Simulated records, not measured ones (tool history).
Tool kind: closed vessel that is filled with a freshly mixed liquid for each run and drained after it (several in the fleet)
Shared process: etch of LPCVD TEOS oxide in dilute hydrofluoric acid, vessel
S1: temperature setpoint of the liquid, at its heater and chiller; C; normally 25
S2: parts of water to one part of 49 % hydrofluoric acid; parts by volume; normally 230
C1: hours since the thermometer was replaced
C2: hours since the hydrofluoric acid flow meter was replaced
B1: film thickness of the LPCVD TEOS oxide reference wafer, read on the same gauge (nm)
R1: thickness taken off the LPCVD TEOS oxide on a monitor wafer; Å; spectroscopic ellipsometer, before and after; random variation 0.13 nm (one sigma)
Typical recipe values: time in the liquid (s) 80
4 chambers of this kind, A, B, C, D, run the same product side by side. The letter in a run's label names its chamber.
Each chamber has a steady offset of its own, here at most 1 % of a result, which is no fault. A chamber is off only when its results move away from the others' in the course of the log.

{"run": "1D", "day": 0.108, "S1": 25, "S2": 230, "time in the liquid (s)": 80, "C1": 496.4, "C2": 621.4, "B1": 149.95, "R1": 140.34}
{"run": "2B", "day": 0.312, "S1": 25, "S2": 230, "time in the liquid (s)": 80, "C1": 1214.9, "C2": 1272.4, "B1": 150.04, "R1": 139.34}
{"run": "3C", "day": 0.525, "S1": 25, "S2": 230, "time in the liquid (s)": 80, "C1": 912, "C2": 184, "B1": 149.98, "R1": 137.74}
{"run": "4A", "day": 0.696, "S1": 25, "S2": 230, "time in the liquid (s)": 80, "C1": 974.9, "C2": 677.2, "B1": 150, "R1": 135.94}
{"run": "5B", "day": 0.921, "S1": 25, "S2": 230, "time in the liquid (s)": 80, "C1": 1229.5, "C2": 1287, "B1": 150.04, "R1": 140.37}
{"run": "6A", "day": 1.15, "S1": 25, "S2": 230, "time in the liquid (s)": 80, "C1": 985.8, "C2": 688.1, "B1": 149.99, "R1": 136.61}
{"run": "7D", "day": 1.379, "S1": 25, "S2": 230, "time in the liquid (s)": 80, "C1": 526.9, "C2": 651.9, "B1": 150.01, "R1": 142.37}
{"run": "8C", "day": 1.562, "S1": 25, "S2": 230, "time in the liquid (s)": 80, "C1": 936.9, "C2": 208.9, "B1": 150, "R1": 139.88}
{"run": "9A", "day": 1.742, "S1": 25, "S2": 230, "time in the liquid (s)": 80, "C1": 1000, "C2": 702.3, "B1": 150.02, "R1": 138.04}
{"run": "10B", "day": 1.933, "S1": 25, "S2": 230, "time in the liquid (s)": 80, "C1": 1253.8, "C2": 1311.3, "B1": 149.98, "R1": 139.63}
{"run": "11D", "day": 2.062, "S1": 29.5, "S2": 190, "time in the liquid (s)": 80, "C1": 543.3, "C2": 668.3, "B1": 149.98, "R1": 205.77}
{"run": "12C", "day": 2.258, "S1": 29.5, "S2": 190, "time in the liquid (s)": 80, "C1": 953.6, "C2": 225.6, "B1": 150.01, "R1": 212.97}
{"run": "13A", "day": 2.454, "S1": 29.5, "S2": 190, "time in the liquid (s)": 80, "C1": 1017.1, "C2": 719.4, "B1": 150.02, "R1": 203.99}
{"run": "14D", "day": 2.675, "S1": 29.5, "S2": 190, "time in the liquid (s)": 80, "C1": 558, "C2": 683, "B1": 150.04, "R1": 210.28}
{"run": "15B", "day": 2.808, "S1": 25, "S2": 230, "time in the liquid (s)": 80, "C1": 1274.8, "C2": 1332.3, "B1": 150.05, "R1": 139.72}
{"run": "16C", "day": 2.988, "S1": 25, "S2": 230, "time in the liquid (s)": 120, "C1": 971.1, "C2": 243.1, "B1": 149.99, "R1": 215.4}
{"run": "17C", "day": 3.146, "S1": 25, "S2": 230, "time in the liquid (s)": 120, "C1": 974.9, "C2": 246.9, "B1": 149.94, "R1": 216.82}
{"day": 3.333, "done": "chamber B: hydrofluoric acid flow meter replaced"}
{"run": "18B", "day": 3.338, "S1": 25, "S2": 230, "time in the liquid (s)": 120, "C1": 1287.5, "C2": 0.1, "B1": 150.02, "R1": 210.82}
{"run": "19D", "day": 3.496, "S1": 25, "S2": 230, "time in the liquid (s)": 120, "C1": 577.7, "C2": 702.7, "B1": 149.95, "R1": 208.87}
{"run": "20A", "day": 3.642, "S1": 25, "S2": 230, "time in the liquid (s)": 80, "C1": 1045.6, "C2": 747.9, "B1": 150.02, "R1": 135.62}
{"run": "21B", "day": 3.871, "S1": 28, "S2": 230, "time in the liquid (s)": 55, "C1": 1300.3, "C2": 12.9, "B1": 149.99, "R1": 106.34}
{"run": "22A", "day": 4.012, "S1": 28, "S2": 230, "time in the liquid (s)": 55, "C1": 1054.5, "C2": 756.8, "B1": 149.99, "R1": 106.03}
{"run": "23D", "day": 4.117, "S1": 28, "S2": 230, "time in the liquid (s)": 55, "C1": 592.6, "C2": 717.6, "B1": 150.01, "R1": 106.29}
{"run": "24C", "day": 4.296, "S1": 28, "S2": 230, "time in the liquid (s)": 55, "C1": 1002.5, "C2": 274.5, "B1": 149.97, "R1": 112.31}
{"run": "25A", "day": 4.521, "S1": 25, "S2": 230, "time in the liquid (s)": 80, "C1": 1066.7, "C2": 769, "B1": 150.02, "R1": 135.53}
{"run": "26C", "day": 4.679, "S1": 25, "S2": 230, "time in the liquid (s)": 80, "C1": 1011.7, "C2": 283.7, "B1": 149.99, "R1": 148.07}
{"run": "27B", "day": 4.896, "S1": 25, "S2": 230, "time in the liquid (s)": 80, "C1": 1324.9, "C2": 37.5, "B1": 150.04, "R1": 140.05}
{"run": "28D", "day": 5.075, "S1": 25, "S2": 230, "time in the liquid (s)": 80, "C1": 615.6, "C2": 740.6, "B1": 150.01, "R1": 141.09}
{"run": "29B", "day": 5.275, "S1": 25, "S2": 230, "time in the liquid (s)": 80, "C1": 1334, "C2": 46.6, "B1": 149.95, "R1": 139.27}
{"run": "30C", "day": 5.383, "S1": 25, "S2": 230, "time in the liquid (s)": 80, "C1": 1028.6, "C2": 300.6, "B1": 150, "R1": 150}
{"run": "31D", "day": 5.512, "S1": 25, "S2": 230, "time in the liquid (s)": 80, "C1": 626.1, "C2": 751.1, "B1": 150.02, "R1": 137.79}
{"run": "32A", "day": 5.692, "S1": 25, "S2": 230, "time in the liquid (s)": 80, "C1": 1094.8, "C2": 797.1, "B1": 150.01, "R1": 137.02}
{"run": "33A", "day": 5.896, "S1": 25, "S2": 230, "time in the liquid (s)": 80, "C1": 1099.7, "C2": 802, "B1": 149.97, "R1": 138.37}
{"run": "34D", "day": 6.108, "S1": 25, "S2": 230, "time in the liquid (s)": 80, "C1": 640.4, "C2": 765.4, "B1": 150, "R1": 139.33}
{"run": "35C", "day": 6.267, "S1": 25, "S2": 320, "time in the liquid (s)": 105, "C1": 1049.8, "C2": 321.8, "B1": 150.02, "R1": 134.67}
{"run": "36B", "day": 6.396, "S1": 25, "S2": 320, "time in the liquid (s)": 105, "C1": 1360.9, "C2": 73.5, "B1": 150.01, "R1": 118.71}
{"run": "37B", "day": 6.538, "S1": 25, "S2": 320, "time in the liquid (s)": 105, "C1": 1364.3, "C2": 76.9, "B1": 150, "R1": 117.93}
{"run": "38C", "day": 6.638, "S1": 25, "S2": 320, "time in the liquid (s)": 105, "C1": 1058.7, "C2": 330.7, "B1": 149.98, "R1": 132.87}
{"run": "39D", "day": 6.762, "S1": 25, "S2": 230, "time in the liquid (s)": 80, "C1": 656.1, "C2": 781.1, "B1": 149.98, "R1": 137.64}
{"run": "40A", "day": 6.871, "S1": 25, "S2": 230, "time in the liquid (s)": 80, "C1": 1123.1, "C2": 825.4, "B1": 150.05, "R1": 133.75}
{"run": "41A", "day": 6.988, "S1": 25, "S2": 130, "time in the liquid (s)": 125, "C1": 1125.9, "C2": 828.2, "B1": 150.01, "R1": 419.54}
{"run": "42C", "day": 7.108, "S1": 25, "S2": 130, "time in the liquid (s)": 125, "C1": 1070, "C2": 342, "B1": 150.01, "R1": 473.97}
{"run": "43B", "day": 7.221, "S1": 25, "S2": 130, "time in the liquid (s)": 125, "C1": 1380.7, "C2": 93.3, "B1": 150.01, "R1": 437.41}

Which is it: a chamber that has drifted or been left off by a service, a gauge drift common to all chambers, or only each chamber's usual small offset? If a chamber is off, name it and its likeliest cause.

Little by little, chamber C moves away from the other chambers.
Likeliest cause: hydrofluoric acid flow above the setpoint (%) = 10.8.

Chamber C could run next with any of the 4 candidate recipes listed below; each alters the usual settings, and their results appear as question marks. Which one brings its results back in line with what the other chambers deliver on the usual settings?
Allowed miss from the other chambers' usual-settings mean, per result, to count as in line: R1 4.6 Å
{"run": "44C-1", "day": 7.392, "S1": 25, "S2": 270, "time in the liquid (s)": 80, "R1": "?"}
{"run": "44C-2", "day": 7.392, "S1": 25.5, "S2": 230, "time in the liquid (s)": 95, "R1": "?"}
{"run": "44C-3", "day": 7.392, "S1": 25.5, "S2": 230, "time in the liquid (s)": 90, "R1": "?"}
{"run": "44C-4", "day": 7.392, "S1": 24.5, "S2": 250, "time in the liquid (s)": 80, "R1": "?"}

The mean the other chambers reach with the usual settings: R1 138.18 Å
run=44C-1 R1=128.67
run=44C-2 R1=189.3
run=44C-3 R1=179.34
run=44C-4 R1=138.87
44C-4 brings the chamber back in line.
